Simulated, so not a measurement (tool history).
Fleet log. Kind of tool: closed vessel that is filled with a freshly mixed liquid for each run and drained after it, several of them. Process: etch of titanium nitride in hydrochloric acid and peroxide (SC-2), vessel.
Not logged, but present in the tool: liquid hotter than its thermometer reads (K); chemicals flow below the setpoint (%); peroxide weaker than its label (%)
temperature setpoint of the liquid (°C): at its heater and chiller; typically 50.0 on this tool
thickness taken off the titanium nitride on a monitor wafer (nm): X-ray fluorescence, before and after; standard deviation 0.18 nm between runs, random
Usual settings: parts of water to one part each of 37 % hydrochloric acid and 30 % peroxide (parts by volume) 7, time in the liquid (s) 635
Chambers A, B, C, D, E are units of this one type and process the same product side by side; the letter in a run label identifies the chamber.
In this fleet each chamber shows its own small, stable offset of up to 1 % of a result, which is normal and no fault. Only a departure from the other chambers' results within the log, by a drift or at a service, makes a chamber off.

run  hour  temperature setpoint of the liquid (°C)  parts of water to one part each of 37 % hydrochloric acid and 30 % peroxide (parts by volume)  time in the liquid (s)  hours since the thermometer was replaced  hours since the chemicals flow meter was replaced  hours since the drum of peroxide was connected  read-back film thickness of the titanium nitride reference wafer, read on the same gauge (nm)  thickness taken off the titanium nitride on a monitor wafer (nm)
 1B   1.9                                     50.0                                                                                              7                     635                                    1239.0                                              189.2                                           793.5                                                                                         119.98                                                            28.188
 2E   4.3                                     50.0                                                                                              7                     635                                     492.6                                             2117.2                                           210.3                                                                                         120.03                                                            28.617
 3A   7.0                                     50.0                                                                                              7                     635                                     113.3                                              496.9                                           507.7                                                                                         120.00                                                            28.150
 4D   9.4                                     50.0                                                                                              7                     635                                     856.6                                             1187.5                                           308.6                                                                                         120.00                                                            27.827
 5C  12.8                                     50.0                                                                                              7                     635                                     596.9                                              606.4                                           261.1                                                                                         119.99                                                            28.343
 6E  16.8                                     55.0                                                                                              7                     270                                     505.1                                             2129.7                                           222.8                                                                                         120.02                                                            16.814
 7B  19.9                                     55.0                                                                                              7                     270                                    1257.0                                              207.2                                           811.5                                                                                         120.02                                                            16.657
 8A  21.9                                     55.0                                                                                              7                     270                                     128.2                                              511.8                                           522.6                                                                                         120.01                                                            16.822
 9C  23.8                                     55.0                                                                                              7                     270                                     607.9                                              617.4                                           272.1                                                                                         119.99                                                            16.757
10D  26.6                                     55.0                                                                                              7                     270                                     873.8                                             1204.7                                           325.8                                                                                         119.99                                                            16.537
11E  30.9                                     50.0                                                                                              7                     635                                     519.2                                             2143.8                                           236.9                                                                                         120.00                                                            28.427
12B  33.8                                     50.0                                                                                              7                     635                                    1270.9                                              221.1                                           825.4                                                                                         119.98                                                            28.192
13C  36.1                                     50.0                                                                                              7                     635                                     620.2                                              629.7                                           284.4                                                                                         119.97                                                            28.094
14A  39.1                                     50.0                                                                                              7                     635                                     145.4                                              529.0                                           539.8                                                                                         120.01                                                            27.938
15D  43.3                                     50.0                                                                                              7                     635                                     890.5                                             1221.4                                           342.5                                                                                         120.00                                                            28.186
16E  46.5                                     50.0                                                                                              7                     635                                     534.8                                             2159.4                                           252.5                                                                                         120.04                                                            28.547
     47.9  -- chamber A: chemicals flow meter replaced
17B  49.3                                     58.0                                                                                              7                     635                                    1286.4                                              236.6                                           840.9                                                                                         120.00                                                            47.340
18A  53.1                                     58.0                                                                                              7                     635                                     159.4                                                5.2                                           553.8                                                                                         120.03                                                            48.064
19D  56.3                                     58.0                                                                                              7                     635                                     903.5                                             1234.4                                           355.5                                                                                         119.98                                                            47.659
20C  58.8                                     58.0                                                                                              7                     635                                     642.9                                              652.4                                           307.1                                                                                         119.98                                                            47.578
21B  62.9                                     58.0                                                                                              7                     635                                    1300.0                                              250.2                                           854.5                                                                                         119.99                                                            47.041
22C  65.4                                     50.0                                                                                              7                     335                                     649.5                                              659.0                                           313.7                                                                                         119.95                                                            14.843
23A  67.6                                     50.0                                                                                              7                     335                                     173.9                                               19.7                                           568.3                                                                                         119.98                                                            14.891
24D  70.3                                     50.0                                                                                              7                     335                                     917.5                                             1248.4                                           369.5                                                                                         119.97                                                            14.884
25E  73.8                                     50.0                                                                                              7                     335                                     562.1                                             2186.7                                           279.8                                                                                         119.98                                                            14.952
26D  76.2                                     50.0                                                                                              7                     335                                     923.4                                             1254.3                                           375.4                                                                                         120.04                                                            14.848
27C  79.7                                     50.0                                                                                              7                     635                                     663.8                                              673.3                                           328.0                                                                                         119.97                                                            28.149
     80.6  -- chamber E: chemicals flow meter replaced
28E  82.1                                     50.0                                                                                              7                     635                                     570.4                                                1.6                                           288.1                                                                                         120.00                                                            28.322
29B  86.3                                     50.0                                                                                              7                     635                                    1323.4                                              273.6                                           877.9                                                                                         120.07                                                            28.167
30A  89.3                                     50.0                                                                                              7                     635                                     195.6                                               41.4                                           590.0                                                                                         120.01                                                            28.192
31A  93.0                                     45.5                                                                                              7                     445                                     199.3                                               45.1                                           593.7                                                                                         120.02                                                            14.608
32E  96.1                                     45.5                                                                                              7                     445                                     584.4                                               15.6                                           302.1                                                                                         120.00                                                            14.476
33C  98.0                                     45.5                                                                                              7                     445                                     682.1                                              691.6                                           346.3                                                                                         120.00                                                            14.556

All chambers now run identical settings, listed one chamber a line with results as question marks. What results will each chamber show?
34A  101.1                                     50.0                                                                                              7                     635                                                                                                                                                                                                                                                                                                             ?
34B  101.1                                     50.0                                                                                              7                     635                                                                                                                                                                                                                                                                                                             ?
34C  101.1                                     50.0                                                                                              7                     635                                                                                                                                                                                                                                                                                                             ?
34D  101.1                                     50.0                                                                                              7                     635                                                                                                                                                                                                                                                                                                             ?
34E  101.1                                     50.0                                                                                              7                     635                                                                                                                                                                                                                                                                                                             ?

run  thickness taken off the titanium nitride on a monitor wafer (nm)
34A                                                            28.142
34B                                                            27.869
34C                                                            28.243
34D                                                            27.985
34E                                                            28.568
